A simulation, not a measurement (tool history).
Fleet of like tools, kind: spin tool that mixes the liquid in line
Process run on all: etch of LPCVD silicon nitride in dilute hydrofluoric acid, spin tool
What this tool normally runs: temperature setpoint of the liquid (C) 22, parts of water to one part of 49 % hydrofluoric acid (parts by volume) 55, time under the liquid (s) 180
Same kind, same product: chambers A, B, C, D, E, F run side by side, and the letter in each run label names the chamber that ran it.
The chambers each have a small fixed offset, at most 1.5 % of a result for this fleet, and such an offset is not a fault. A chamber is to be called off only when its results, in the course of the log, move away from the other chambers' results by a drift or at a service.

| run | day | temperature setpoint of the liquid (C) | parts of water to one part of 49 % hydrofluoric acid (parts by volume) | time under the liquid (s) | hours since the thermometer was replaced | hours since the hydrofluoric acid flow meter was replaced | read-back film thickness of the LPCVD silicon nitride reference wafer, read on the same gauge (nm) | thickness taken off the LPCVD silicon nitride on a monitor wafer (Å) |
|---|---|---|---|---|---|---|---|---|
| 1F | 0.446 | 22 | 55 | 180 | 1085.7 | 417.8 | 99.963 | 14.178 |
| 2E | 0.971 | 22 | 55 | 180 | 526.1 | 334.8 | 99.97 | 14.502 |
| 3B | 1.271 | 22 | 55 | 180 | 490.6 | 1151.5 | 100.01 | 14.444 |
| 4C | 1.754 | 22 | 55 | 180 | 1103.4 | 525.9 | 100.02 | 14.575 |
| 5D | 2.096 | 22 | 55 | 180 | 882.2 | 344.7 | 99.992 | 14.693 |
| 6A | 2.612 | 22 | 55 | 180 | 1933.1 | 189.2 | 100.01 | 14.437 |
| 7D | 3.121 | 22 | 55 | 180 | 906.8 | 369.3 | 100.02 | 14.849 |
| 8B | 3.675 | 22 | 55 | 180 | 548.3 | 1209.2 | 100 | 14.801 |
| 9C | 4.017 | 22 | 55 | 180 | 1157.7 | 580.2 | 99.969 | 14.351 |
|  | 4.067 | chamber C: hydrofluoric acid flow meter replaced |
| 10E | 4.308 | 22 | 55 | 180 | 606.2 | 414.9 | 100.01 | 14.498 |
| 11A | 4.625 | 22 | 55 | 180 | 1981.4 | 237.5 | 99.972 | 14.419 |
| 12F | 5.138 | 22 | 75 | 180 | 1198.3 | 530.4 | 99.966 | 10.675 |
| 13A | 5.442 | 22 | 75 | 180 | 2001 | 257.1 | 99.957 | 10.689 |
|  | 5.7 | chamber B: hydrofluoric acid flow meter replaced |
| 14B | 5.908 | 22 | 75 | 180 | 601.9 | 5 | 100 | 10.44 |
| 15F | 6.483 | 22 | 75 | 180 | 1230.6 | 562.7 | 100.03 | 10.516 |
| 16D | 7.004 | 22 | 75 | 180 | 1000 | 462.5 | 99.986 | 10.652 |
| 17E | 7.325 | 22 | 75 | 180 | 678.6 | 487.3 | 100.01 | 10.456 |
| 18C | 7.6 | 22 | 55 | 180 | 1243.7 | 84.9 | 99.99 | 14.635 |
| 19F | 8.046 | 22 | 55 | 180 | 1268.1 | 600.2 | 100.03 | 14.09 |
| 20B | 8.354 | 22 | 55 | 180 | 660.6 | 63.7 | 100.05 | 14.576 |
| 21E | 8.65 | 22 | 55 | 180 | 710.4 | 519.1 | 99.96 | 13.852 |
| 22D | 9.054 | 22 | 55 | 180 | 1049.2 | 511.7 | 99.983 | 14.369 |
| 23C | 9.454 | 22 | 55 | 180 | 1288.2 | 129.4 | 100.01 | 14.433 |
| 24A | 9.85 | 22 | 55 | 180 | 2106.8 | 362.9 | 99.973 | 14.464 |
| 25C | 10.125 | 22 | 55 | 180 | 1304.3 | 145.5 | 99.999 | 14.836 |
| 26E | 10.488 | 22 | 55 | 180 | 754.5 | 563.2 | 99.972 | 13.574 |
| 27A | 11.012 | 22 | 55 | 180 | 2134.7 | 390.8 | 100.01 | 14.568 |
| 28B | 11.454 | 22 | 55 | 180 | 735 | 138.1 | 99.963 | 14.59 |
| 29D | 11.738 | 22 | 65 | 115 | 1113.6 | 576.1 | 99.994 | 7.9118 |
| 30F | 12.267 | 22 | 65 | 115 | 1369.4 | 701.5 | 99.999 | 7.6579 |
| 31B | 12.588 | 22 | 65 | 115 | 762.2 | 165.3 | 99.962 | 7.7967 |
| 32A | 12.917 | 22 | 65 | 115 | 2180.4 | 436.5 | 99.991 | 7.778 |
| 33F | 13.292 | 22 | 65 | 115 | 1394 | 726.1 | 100.04 | 7.5882 |
| 34C | 13.571 | 22 | 65 | 115 | 1387 | 228.2 | 99.968 | 8.0518 |
| 35D | 13.888 | 22 | 65 | 140 | 1165.2 | 627.7 | 100.01 | 9.4493 |
| 36E | 14.288 | 22 | 65 | 140 | 845.7 | 654.4 | 99.995 | 8.6167 |
| 37B | 14.796 | 22 | 65 | 140 | 815.2 | 218.3 | 100 | 9.3874 |
| 38D | 15.208 | 22 | 65 | 140 | 1196.9 | 659.4 | 99.957 | 9.5329 |

All chambers now run identical settings, listed one chamber a line with results as question marks. What results will each chamber show?
| 39A | 15.621 | 22 | 55 | 180 |  |  |  | ? |
| 39B | 15.621 | 22 | 55 | 180 |  |  |  | ? |
| 39C | 15.621 | 22 | 55 | 180 |  |  |  | ? |
| 39D | 15.621 | 22 | 55 | 180 |  |  |  | ? |
| 39E | 15.621 | 22 | 55 | 180 |  |  |  | ? |
| 39F | 15.621 | 22 | 55 | 180 |  |  |  | ? |

| run | thickness taken off the LPCVD silicon nitride on a monitor wafer (Å) |
|---|---|
| 39A | 14.652 |
| 39B | 14.879 |
| 39C | 14.447 |
| 39D | 14.176 |
| 39E | 12.925 |
| 39F | 14.384 |
